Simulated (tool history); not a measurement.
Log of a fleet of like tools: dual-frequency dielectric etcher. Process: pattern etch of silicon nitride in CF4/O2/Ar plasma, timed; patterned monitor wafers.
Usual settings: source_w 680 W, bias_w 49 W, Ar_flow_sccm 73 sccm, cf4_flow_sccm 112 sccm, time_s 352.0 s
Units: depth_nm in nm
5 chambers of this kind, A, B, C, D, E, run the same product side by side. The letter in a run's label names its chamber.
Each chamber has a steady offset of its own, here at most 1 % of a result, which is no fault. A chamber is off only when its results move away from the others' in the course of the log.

run   hour  source_w  bias_w  Ar_flow_sccm  cf4_flow_sccm  time_s  read-back reference wafer on the same gauge, depth_nm  depth_nm
 1D   10.5       680      49            73            112   352.0                                                 1089.2    902.91
      19.0  -- chamber D: wet clean of the chamber
 2A   26.0       680      49            73            112   352.0                                                 1088.5    918.38
 3E   42.0       680      49            73            112   352.0                                                 1088.7    914.64
 4B   55.0       680      49            73            112   352.0                                                 1089.5    927.17
 5C   62.6       680      49            73            112   352.0                                                 1088.5    905.85
      68.7  -- chamber B: wet clean of the chamber
 6C   73.5       680      49            73            112   352.0                                                 1089.3    909.20
 7A   81.6       680      49            73            112   352.0                                                 1089.4    910.86
 8E   89.2       680      49            73            112   352.0                                                 1088.4    911.23
 9B  100.9       680      49            73            112   352.0                                                 1089.0    922.98
10D  109.5       680      49            73            112   352.0                                                 1089.1    910.13
11C  116.6       680      49            73            112   352.0                                                 1089.6    907.82
     117.9  -- chamber B: source power generator calibrated
12D  127.2       680      56            73            112   421.5                                                 1089.6   1137.10
13A  141.7       680      56            73            112   421.5                                                 1089.1   1158.70
14E  150.4       680      56            73            112   421.5                                                 1088.6   1151.30
     158.1  -- chamber C: wet clean of the chamber
15B  159.5       680      56            73            112   421.5                                                 1087.4   1155.00
16D  174.1       680      56            73            112   421.5                                                 1088.8   1143.60
17B  187.5       750      49            73            125   352.0                                                 1087.8   1012.30
18A  202.9       750      49            73            125   352.0                                                 1089.4   1006.40
19E  215.9       750      49            73            125   352.0                                                 1089.5   1008.40
     218.5  -- chamber C: CF4 flow controller replaced
20C  227.4       750      49            73            125   352.0                                                 1087.4    971.85
21D  239.3       750      49            73            125   352.0                                                 1089.2    995.56
22E  252.0       810      49            73             92   352.0                                                 1089.7   1036.30
23A  261.4       810      49            73             92   352.0                                                 1088.6   1042.80
24B  276.1       810      49            73             92   352.0                                                 1088.6   1048.20
25C  284.0       810      49            73             92   352.0                                                 1090.0    999.53
26C  295.2       810      49            73             92   352.0                                                 1089.9   1000.40
27E  308.5       680      38            73            137   352.0                                                 1089.4    854.66
28A  319.0       680      38            73            137   352.0                                                 1087.9    855.51
29B  327.8       680      38            73            137   352.0                                                 1090.9    863.52
30D  338.7       680      38            73            137   352.0                                                 1091.0    848.04
31E  346.0       680      38            73            137   352.0                                                 1088.0    867.21
32D  359.3       680      49            73            112   352.0                                                 1088.6    907.65
33C  371.4       680      49            73            112   352.0                                                 1088.9    884.81

Is one chamber off against the others, does the gauge drift, or is nothing wrong? If a chamber is off, say which, and what the likeliest cause is.

A service left chamber C off against the others.
Cause: etch rate under this chamber's usual, % = 2.98.

Here are 4 candidates for chamber C's next run, each the usual settings with a change, their results left as question marks. Which one brings its results back in line with what the others give on the usual settings?
In line means no further than this from the other chambers' mean on the usual settings: depth_nm 19.00 nm
34C-1  383.0       660      49            73            112   337.0                                                                ?
34C-2  383.0       680      49            73            112   362.0                                                                ?
34C-3  383.0       700      49            73            112   367.0                                                                ?
34C-4  383.0       670      49            73            112   345.0                                                                ?

The other chambers' mean on the usual settings: depth_nm 913.88 nm
  run  depth_nm
34C-1    825.80
34C-2    910.49
34C-3    946.75
34C-4    856.58
34C-2 brings the chamber back in line.
